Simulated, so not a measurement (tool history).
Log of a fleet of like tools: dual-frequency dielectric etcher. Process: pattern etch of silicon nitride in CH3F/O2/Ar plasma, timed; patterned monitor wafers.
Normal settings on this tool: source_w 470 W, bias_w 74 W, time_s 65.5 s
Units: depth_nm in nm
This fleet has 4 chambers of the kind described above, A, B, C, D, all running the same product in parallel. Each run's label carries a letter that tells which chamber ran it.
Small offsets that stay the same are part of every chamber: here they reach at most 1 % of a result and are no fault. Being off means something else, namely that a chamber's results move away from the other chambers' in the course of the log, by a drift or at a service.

run   hour  source_w  bias_w  time_s  hours since the last wet clean  hours since the last source power generator calibration  hours since the last bias power generator calibration  read-back reference wafer on the same gauge, depth_nm  depth_nm
 1C    2.7       470      74    65.5                           477.3                                                   2718.7                                                 1462.7                                                 40.311    49.671
 2D    6.0       470      74    65.5                           133.3                                                    644.4                                                 1972.5                                                 40.327    48.695
 3A   11.8       470      74    65.5                           263.4                                                   2554.9                                                 2041.5                                                 40.281    49.248
 4B   17.4       470      74    65.5                           206.2                                                   1726.4                                                 3219.4                                                 40.244    49.403
 5C   22.0       400      74    59.0                           496.6                                                   2738.0                                                 1482.0                                                 40.351    42.261
      24.0  -- chamber A: source power generator calibrated
 6A   26.9       400      74    59.0                           278.5                                                      3.0                                                 2056.6                                                 40.323    42.109
 7B   32.0       400      74    59.0                           220.8                                                   1741.0                                                 3234.0                                                 40.314    41.570
 8D   37.0       400      74    59.0                           164.3                                                    675.4                                                 2003.5                                                 40.247    41.516
 9C   41.6       470      74    65.5                           516.2                                                   2757.6                                                 1501.6                                                 40.326    49.199
10D   46.8       470      74    65.5                           174.1                                                    685.2                                                 2013.3                                                 40.257    49.062
11A   50.9       470      74    65.5                           302.5                                                     27.0                                                 2080.6                                                 40.346    49.398
12B   54.3       470      74    65.5                           243.1                                                   1763.3                                                 3256.3                                                 40.373    48.782
13A   60.4       470      74    65.5                           312.0                                                     36.5                                                 2090.1                                                 40.304    49.666
14D   63.9       470      74    65.5                           191.2                                                    702.3                                                 2030.4                                                 40.262    49.076
15C   67.3       470      74    65.5                           541.9                                                   2783.3                                                 1527.3                                                 40.301    49.399
16B   72.0       470      74    65.5                           260.8                                                   1781.0                                                 3274.0                                                 40.332    49.273
17B   76.2       470      74    65.5                           265.0                                                   1785.2                                                 3278.2                                                 40.287    49.124
18C   81.9       560      69    65.5                           556.5                                                   2797.9                                                 1541.9                                                 40.339    51.287
      83.4  -- chamber C: wet clean of the chamber
19A   86.4       560      69    65.5                           338.0                                                     62.5                                                 2116.1                                                 40.355    51.665
20D   90.7       560      69    65.5                           218.0                                                    729.1                                                 2057.2                                                 40.226    51.218
21A   95.4       560      69    65.5                           347.0                                                     71.5                                                 2125.1                                                 40.298    51.707
22C  100.0       470      60    65.5                            16.6                                                   2816.0                                                 1560.0                                                 40.272    45.960
23D  104.7       470      60    65.5                           232.0                                                    743.1                                                 2071.2                                                 40.280    45.760
24B  109.6       470      60    65.5                           298.4                                                   1818.6                                                 3311.6                                                 40.337    46.378
25C  112.3       470      60    65.5                            28.9                                                   2828.3                                                 1572.3                                                 40.323    46.406
26A  116.9       470      74    65.5                           368.5                                                     93.0                                                 2146.6                                                 40.268    49.273
27D  120.3       470      74    65.5                           247.6                                                    758.7                                                 2086.8                                                 40.287    49.081
28B  126.2       530      74    81.5                           315.0                                                   1835.2                                                 3328.2                                                 40.280    64.133

One chamber off, gauge drift, or nothing amiss beyond the chambers' own small offsets? If it is a chamber, which one, and what is the likeliest cause?

No chamber is off and the gauge is stable; the differences are just each chamber's small, constant offset.
